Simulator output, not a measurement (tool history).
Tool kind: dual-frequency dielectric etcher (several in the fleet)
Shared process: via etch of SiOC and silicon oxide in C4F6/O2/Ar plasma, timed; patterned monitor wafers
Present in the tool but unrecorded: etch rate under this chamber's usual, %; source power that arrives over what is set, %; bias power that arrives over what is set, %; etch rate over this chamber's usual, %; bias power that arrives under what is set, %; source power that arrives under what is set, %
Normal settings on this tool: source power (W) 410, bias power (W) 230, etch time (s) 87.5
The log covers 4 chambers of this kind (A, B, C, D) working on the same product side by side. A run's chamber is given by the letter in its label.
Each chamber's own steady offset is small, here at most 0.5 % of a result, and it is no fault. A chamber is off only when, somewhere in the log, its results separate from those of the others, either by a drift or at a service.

run	hour	source power (W)	bias power (W)	etch time (s)	hours since the last wet clean	hours since the last source power generator calibration	hours since the last bias power generator calibration	read-back reference wafer on the same gauge, depth_nm	mean etch depth across the wafer (angstrom)
1C	4.4	410	230	87.5	203.7	1390.9	145.6	111.81	1080.4
2B	14.2	410	230	87.5	284.4	801.8	285.2	112.00	1081.5
3A	21.4	410	230	87.5	286.9	565.5	136.4	111.98	1079.4
4D	25.8	410	230	87.5	459.2	340.8	1329.7	111.89	1071.7
5C	32.4	410	230	87.5	231.7	1418.9	173.6	112.00	1082.5
6D	40.9	410	230	87.5	474.3	355.9	1344.8	112.01	1080.2
7B	47.8	410	230	87.5	318.0	835.4	318.8	112.13	1086.6
8A	53.8	410	230	87.5	319.3	597.9	168.8	112.00	1079.2
9A	58.2	410	230	87.5	323.7	602.3	173.2	112.02	1079.4
10C	66.9	410	230	87.5	266.2	1453.4	208.1	112.02	1078.7
11B	72.8	410	230	87.5	343.0	860.4	343.8	111.92	1083.4
12D	79.1	410	230	87.5	512.5	394.1	1383.0	112.00	1088.7
13A	88.0	410	230	87.5	353.5	632.1	203.0	112.10	1085.8
14D	94.7	410	230	87.5	528.1	409.7	1398.6	112.10	1084.4
# hour 100.2: chamber D: wet clean of the chamber
15B	102.8	410	230	87.5	373.0	890.4	373.8	111.93	1076.7
16C	109.3	410	230	87.5	308.6	1495.8	250.5	112.03	1092.6
17D	113.8	410	230	87.5	13.7	428.8	1417.7	111.86	1079.5
18C	122.5	410	230	87.5	321.8	1509.0	263.7	111.99	1101.6
19B	132.0	410	230	87.5	402.2	919.6	403.0	111.99	1084.3
20A	137.1	410	230	87.5	402.6	681.2	252.1	112.07	1075.6
21C	146.8	410	230	87.5	346.1	1533.3	288.0	111.84	1108.5
# hour 150.7: chamber B: wet clean of the chamber
22D	156.2	410	230	87.5	56.1	471.2	1460.1	111.93	1088.9
23B	163.2	410	230	87.5	12.5	950.8	434.2	112.05	1084.5
24A	172.5	410	230	87.5	438.0	716.6	287.5	112.02	1082.0
25C	177.4	410	230	87.5	376.7	1563.9	318.6	112.06	1118.8
26A	183.3	410	230	87.5	448.8	727.4	298.3	111.96	1073.5
27D	193.3	410	230	87.5	93.2	508.3	1497.2	112.16	1085.6
28B	198.6	410	230	87.5	47.9	986.2	469.6	112.03	1077.9
29D	207.6	410	230	87.5	107.5	522.6	1511.5	111.96	1087.5
30A	214.3	410	230	87.5	479.8	758.4	329.3	111.99	1078.0
31B	224.2	370	263	87.5	73.5	1011.8	495.2	111.82	1087.4
32C	229.5	370	263	87.5	428.8	1616.0	370.7	111.96	1144.7

Has any chamber moved away from the others, gradually or after a service, or does the common gauge drift, or do the chambers differ only by their own small steady offsets? State the chamber and the most likely cause if one applies.

It is chamber C that slowly wanders off from its peers.
What lies behind it: etch rate over this chamber's usual, % = 5.3.

Which of the 4 candidates below, each the usual settings with something changed and its results left as question marks, puts chamber C back in line with what the other chambers give on the usual settings?
Counts as in line when no further than this from what the other chambers average on the usual settings: mean etch depth across the wafer (angstrom) 17.0
33C-1	236.7	440	245	87.5					?
33C-2	236.7	400	227	82.5					?
33C-3	236.7	410	234	94.0					?
33C-4	236.7	410	227	83.5					?

What the other chambers average on the usual settings: mean etch depth across the wafer (angstrom) 1080.9
run	mean etch depth across the wafer (angstrom)
33C-1	1192.3
33C-2	1055.9
33C-3	1227.2
33C-4	1079.0
It is 33C-4 that realigns the chamber with its peers.
